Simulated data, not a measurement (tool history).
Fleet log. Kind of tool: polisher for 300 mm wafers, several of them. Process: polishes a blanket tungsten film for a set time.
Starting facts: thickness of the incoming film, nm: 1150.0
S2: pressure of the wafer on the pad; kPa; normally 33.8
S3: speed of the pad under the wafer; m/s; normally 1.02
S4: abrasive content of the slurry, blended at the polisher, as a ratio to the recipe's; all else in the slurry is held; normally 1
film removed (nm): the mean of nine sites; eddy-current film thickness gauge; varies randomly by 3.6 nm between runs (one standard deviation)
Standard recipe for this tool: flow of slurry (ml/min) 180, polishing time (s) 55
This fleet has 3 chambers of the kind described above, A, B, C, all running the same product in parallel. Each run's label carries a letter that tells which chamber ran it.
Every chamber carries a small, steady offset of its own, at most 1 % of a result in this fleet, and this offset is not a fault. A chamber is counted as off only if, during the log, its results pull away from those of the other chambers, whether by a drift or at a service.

{"hour": 3.7, "done": "chamber C: worn pad replaced by a new one"}
{"hour": 4.1, "done": "chamber A: slurry tank refilled with fresh slurry and peroxide"}
{"hour": 5.1, "done": "chamber A: worn pad replaced by a new one"}
{"hour": 5.3, "done": "chamber C: slurry nozzle cleaned"}
{"run": "1A", "hour": 10.6, "flow of slurry (ml/min)": 180, "S2": 33.8, "S3": 1.02, "S4": 1, "polishing time (s)": 55, "film removed (nm)": 391.54}
{"run": "2C", "hour": 17.1, "flow of slurry (ml/min)": 180, "S2": 33.8, "S3": 1.02, "S4": 1, "polishing time (s)": 55, "film removed (nm)": 397.15}
{"hour": 21.1, "done": "chamber C: slurry blender recalibrated"}
{"run": "3B", "hour": 25.2, "flow of slurry (ml/min)": 180, "S2": 33.8, "S3": 1.02, "S4": 1, "polishing time (s)": 55, "film removed (nm)": 390.39}
{"hour": 28.5, "done": "chamber B: worn pad replaced by a new one"}
{"hour": 33.0, "done": "chamber B: head pressure recalibrated"}
{"run": "4C", "hour": 33.3, "flow of slurry (ml/min)": 180, "S2": 33.8, "S3": 1.02, "S4": 1, "polishing time (s)": 55, "film removed (nm)": 392.12}
{"hour": 39.3, "done": "chamber B: slurry tank refilled with fresh slurry and peroxide"}
{"run": "5A", "hour": 39.6, "flow of slurry (ml/min)": 180, "S2": 33.8, "S3": 1.02, "S4": 1, "polishing time (s)": 55, "film removed (nm)": 395.58}
{"hour": 43.1, "done": "chamber C: slurry tank refilled with fresh slurry and peroxide"}
{"run": "6B", "hour": 47.0, "flow of slurry (ml/min)": 180, "S2": 33.8, "S3": 1.02, "S4": 1, "polishing time (s)": 55, "film removed (nm)": 387.99}
{"hour": 51.7, "done": "chamber C: worn pad replaced by a new one"}
{"run": "7B", "hour": 55.0, "flow of slurry (ml/min)": 180, "S2": 33.8, "S3": 1.02, "S4": 1, "polishing time (s)": 55, "film removed (nm)": 390.51}
{"run": "8A", "hour": 61.1, "flow of slurry (ml/min)": 180, "S2": 33.8, "S3": 1.02, "S4": 1, "polishing time (s)": 55, "film removed (nm)": 386.02}
{"run": "9C", "hour": 67.2, "flow of slurry (ml/min)": 180, "S2": 33.8, "S3": 1.02, "S4": 1, "polishing time (s)": 55, "film removed (nm)": 392.5}
{"hour": 74.0, "done": "chamber A: worn pad replaced by a new one"}
{"hour": 74.9, "done": "chamber A: slurry tank refilled with fresh slurry and peroxide"}
{"run": "10C", "hour": 75.9, "flow of slurry (ml/min)": 180, "S2": 33.8, "S3": 1.02, "S4": 1.2, "polishing time (s)": 55, "film removed (nm)": 405.39}
{"hour": 76.8, "done": "chamber B: slurry blender recalibrated"}
{"run": "11B", "hour": 86.1, "flow of slurry (ml/min)": 180, "S2": 33.8, "S3": 1.02, "S4": 1.2, "polishing time (s)": 55, "film removed (nm)": 414.46}
{"hour": 89.3, "done": "chamber B: worn pad replaced by a new one"}
{"hour": 89.5, "done": "chamber B: slurry tank refilled with fresh slurry and peroxide"}
{"run": "12A", "hour": 92.7, "flow of slurry (ml/min)": 180, "S2": 33.8, "S3": 1.02, "S4": 1.2, "polishing time (s)": 55, "film removed (nm)": 410.78}
{"run": "13A", "hour": 104.7, "flow of slurry (ml/min)": 180, "S2": 33.8, "S3": 1.02, "S4": 1, "polishing time (s)": 55, "film removed (nm)": 396.9}
{"hour": 111.1, "done": "chamber C: worn pad replaced by a new one"}
{"hour": 114.8, "done": "chamber A: slurry blender recalibrated"}
{"run": "14B", "hour": 115.2, "flow of slurry (ml/min)": 180, "S2": 33.8, "S3": 1.02, "S4": 1, "polishing time (s)": 55, "film removed (nm)": 397.8}
{"run": "15C", "hour": 123.1, "flow of slurry (ml/min)": 180, "S2": 33.8, "S3": 1.02, "S4": 1, "polishing time (s)": 55, "film removed (nm)": 387.45}
{"run": "16B", "hour": 132.9, "flow of slurry (ml/min)": 180, "S2": 33.8, "S3": 1.02, "S4": 1, "polishing time (s)": 55, "film removed (nm)": 394.2}
{"hour": 134.2, "done": "chamber C: slurry tank refilled with fresh slurry and peroxide"}
{"run": "17A", "hour": 144.2, "flow of slurry (ml/min)": 180, "S2": 33.8, "S3": 0.86, "S4": 1, "polishing time (s)": 72, "film removed (nm)": 438.18}
{"hour": 144.4, "done": "chamber B: worn pad replaced by a new one"}
{"hour": 148.0, "done": "chamber A: slurry tank refilled with fresh slurry and peroxide"}
{"run": "18C", "hour": 150.8, "flow of slurry (ml/min)": 180, "S2": 33.8, "S3": 0.86, "S4": 1, "polishing time (s)": 72, "film removed (nm)": 438.62}
{"hour": 152.8, "done": "chamber B: slurry tank refilled with fresh slurry and peroxide"}
{"hour": 155.8, "done": "chamber A: worn pad replaced by a new one"}
{"hour": 155.9, "done": "chamber C: head pressure recalibrated"}
{"hour": 156.7, "done": "chamber A: slurry nozzle cleaned"}
{"hour": 158.8, "done": "chamber C: worn pad replaced by a new one"}
{"run": "19C", "hour": 159.6, "flow of slurry (ml/min)": 180, "S2": 33.8, "S3": 0.86, "S4": 1, "polishing time (s)": 72, "film removed (nm)": 436.76}
{"run": "20B", "hour": 166.2, "flow of slurry (ml/min)": 180, "S2": 33.8, "S3": 1.02, "S4": 1, "polishing time (s)": 55, "film removed (nm)": 395.75}
{"run": "21A", "hour": 175.5, "flow of slurry (ml/min)": 180, "S2": 33.8, "S3": 1.02, "S4": 1, "polishing time (s)": 55, "film removed (nm)": 391.31}
{"run": "22B", "hour": 182.9, "flow of slurry (ml/min)": 180, "S2": 33.8, "S3": 1.02, "S4": 1, "polishing time (s)": 55, "film removed (nm)": 388.57}
{"run": "23C", "hour": 193.0, "flow of slurry (ml/min)": 180, "S2": 33.8, "S3": 1.02, "S4": 1, "polishing time (s)": 55, "film removed (nm)": 390.04}
{"run": "24A", "hour": 202.0, "flow of slurry (ml/min)": 180, "S2": 33.8, "S3": 1.34, "S4": 1.2, "polishing time (s)": 55, "film removed (nm)": 534.11}
{"hour": 202.6, "done": "chamber B: slurry tank refilled with fresh slurry and peroxide"}
{"run": "25A", "hour": 208.2, "flow of slurry (ml/min)": 180, "S2": 33.8, "S3": 1.34, "S4": 1.2, "polishing time (s)": 55, "film removed (nm)": 547.34}
{"hour": 209.4, "done": "chamber C: slurry tank refilled with fresh slurry and peroxide"}
{"hour": 210.7, "done": "chamber B: worn pad replaced by a new one"}
{"run": "26B", "hour": 215.4, "flow of slurry (ml/min)": 180, "S2": 33.8, "S3": 1.34, "S4": 1.2, "polishing time (s)": 55, "film removed (nm)": 548.7}
{"hour": 217.2, "done": "chamber C: worn pad replaced by a new one"}
{"hour": 220.9, "done": "chamber A: slurry tank refilled with fresh slurry and peroxide"}
{"hour": 223.8, "done": "chamber A: worn pad replaced by a new one"}
{"run": "27C", "hour": 224.9, "flow of slurry (ml/min)": 180, "S2": 33.8, "S3": 1.02, "S4": 1, "polishing time (s)": 55, "film removed (nm)": 394.11}
{"run": "28B", "hour": 236.2, "flow of slurry (ml/min)": 180, "S2": 33.8, "S3": 1.02, "S4": 1, "polishing time (s)": 55, "film removed (nm)": 390.65}
{"run": "29C", "hour": 243.0, "flow of slurry (ml/min)": 180, "S2": 33.8, "S3": 1.02, "S4": 1, "polishing time (s)": 55, "film removed (nm)": 386.18}
{"hour": 251.7, "done": "chamber C: slurry nozzle cleaned"}
{"run": "30A", "hour": 252.0, "flow of slurry (ml/min)": 180, "S2": 33.8, "S3": 1.02, "S4": 1, "polishing time (s)": 55, "film removed (nm)": 389.36}
{"hour": 256.0, "done": "chamber B: slurry tank refilled with fresh slurry and peroxide"}
{"run": "31A", "hour": 261.1, "flow of slurry (ml/min)": 180, "S2": 33.8, "S3": 1.02, "S4": 1, "polishing time (s)": 55, "film removed (nm)": 386.46}
{"hour": 266.0, "done": "chamber B: worn pad replaced by a new one"}
{"run": "32B", "hour": 266.8, "flow of slurry (ml/min)": 180, "S2": 33.8, "S3": 1.02, "S4": 1, "polishing time (s)": 55, "film removed (nm)": 393.19}
{"hour": 272.0, "done": "chamber C: worn pad replaced by a new one"}
{"run": "33C", "hour": 277.5, "flow of slurry (ml/min)": 180, "S2": 33.8, "S3": 0.9, "S4": 1, "polishing time (s)": 62, "film removed (nm)": 389.07}

Has any chamber moved away from the others, gradually or after a service, or does the common gauge drift, or do the chambers differ only by their own small steady offsets? State the chamber and the most likely cause if one applies.

The fleet is healthy, with each chamber sitting at its usual small offset and no drift in the gauge.
